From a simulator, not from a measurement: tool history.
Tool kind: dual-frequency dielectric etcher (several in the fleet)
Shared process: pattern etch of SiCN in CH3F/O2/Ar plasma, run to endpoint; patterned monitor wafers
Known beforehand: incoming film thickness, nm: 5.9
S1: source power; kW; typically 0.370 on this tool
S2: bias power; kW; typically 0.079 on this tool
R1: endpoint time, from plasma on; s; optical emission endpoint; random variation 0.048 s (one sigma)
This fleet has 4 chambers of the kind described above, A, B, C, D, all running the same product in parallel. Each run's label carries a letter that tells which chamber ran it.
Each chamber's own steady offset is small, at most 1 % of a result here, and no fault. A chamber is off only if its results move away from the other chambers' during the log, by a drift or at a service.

run   hour     S1     S2      R1
 1A    4.3  0.370  0.079  15.680
 2C    9.4  0.370  0.079  15.486
 3D   15.0  0.370  0.079  15.659
 4B   19.5  0.370  0.079  15.459
 5C   25.0  0.370  0.066  16.574
 6A   30.6  0.370  0.066  16.699
 7D   37.8  0.370  0.066  16.656
 8B   43.7  0.370  0.066  16.552
 9B   48.5  0.370  0.069  16.343
10D   53.7  0.370  0.069  16.368
11C   60.9  0.370  0.069  16.282
12A   69.0  0.370  0.069  16.495
13D   73.3  0.370  0.079  15.630
14C   81.1  0.370  0.079  15.380
15A   88.8  0.370  0.079  15.658
16B   93.9  0.370  0.079  15.527
17B  100.7  0.370  0.079  15.466
18A  107.8  0.370  0.079  15.716
19D  112.1  0.370  0.079  15.679
20C  117.8  0.370  0.079  15.259
21C  123.5  0.370  0.079  15.344
22B  128.7  0.370  0.079  15.559
23A  135.1  0.370  0.079  15.752
24D  143.4  0.370  0.079  15.670
25D  149.1  0.370  0.079  15.540
26A  154.1  0.370  0.079  15.638
27B  161.9  0.420  0.067  15.661
28C  168.4  0.420  0.067  15.170
29C  176.8  0.420  0.067  15.218
30D  183.9  0.420  0.067  15.811
31B  191.9  0.370  0.079  15.524
32A  200.0  0.370  0.079  15.695
     204.8  -- chamber A: bias power generator calibrated
33C  206.0  0.280  0.094  15.555
     211.2  -- chamber A: wet clean of the chamber
34D  214.1  0.280  0.094  16.142
35A  218.8  0.280  0.094  16.288
36B  222.8  0.280  0.094  16.148
37D  227.3  0.370  0.079  15.613

Has any chamber moved away from the others, gradually or after a service, or does the common gauge drift, or do the chambers differ only by their own small steady offsets? State the chamber and the most likely cause if one applies.

It is chamber C that slowly wanders off from its peers.
What lies behind it: etch rate over this chamber's usual, % = 4.5.

Below are 4 candidate recipes for chamber C's next run, each the usual settings with a change, their results shown as question marks. Which of them brings C's results back in line with what the other chambers give on the usual settings?
Maximum distance from the other chambers' mean on the usual settings for a result to count as in line: R1 0.170 s
38C-1  233.9  0.480  0.079   ?
38C-2  233.9  0.320  0.069   ?
38C-3  233.9  0.350  0.074   ?
38C-4  233.9  0.370  0.089   ?

The other chambers' mean on the usual settings: R1 15.598 s
  run      R1
38C-1  13.481
38C-2  16.502
38C-3  15.557
38C-4  14.247
It is 38C-3 that realigns the chamber with its peers.

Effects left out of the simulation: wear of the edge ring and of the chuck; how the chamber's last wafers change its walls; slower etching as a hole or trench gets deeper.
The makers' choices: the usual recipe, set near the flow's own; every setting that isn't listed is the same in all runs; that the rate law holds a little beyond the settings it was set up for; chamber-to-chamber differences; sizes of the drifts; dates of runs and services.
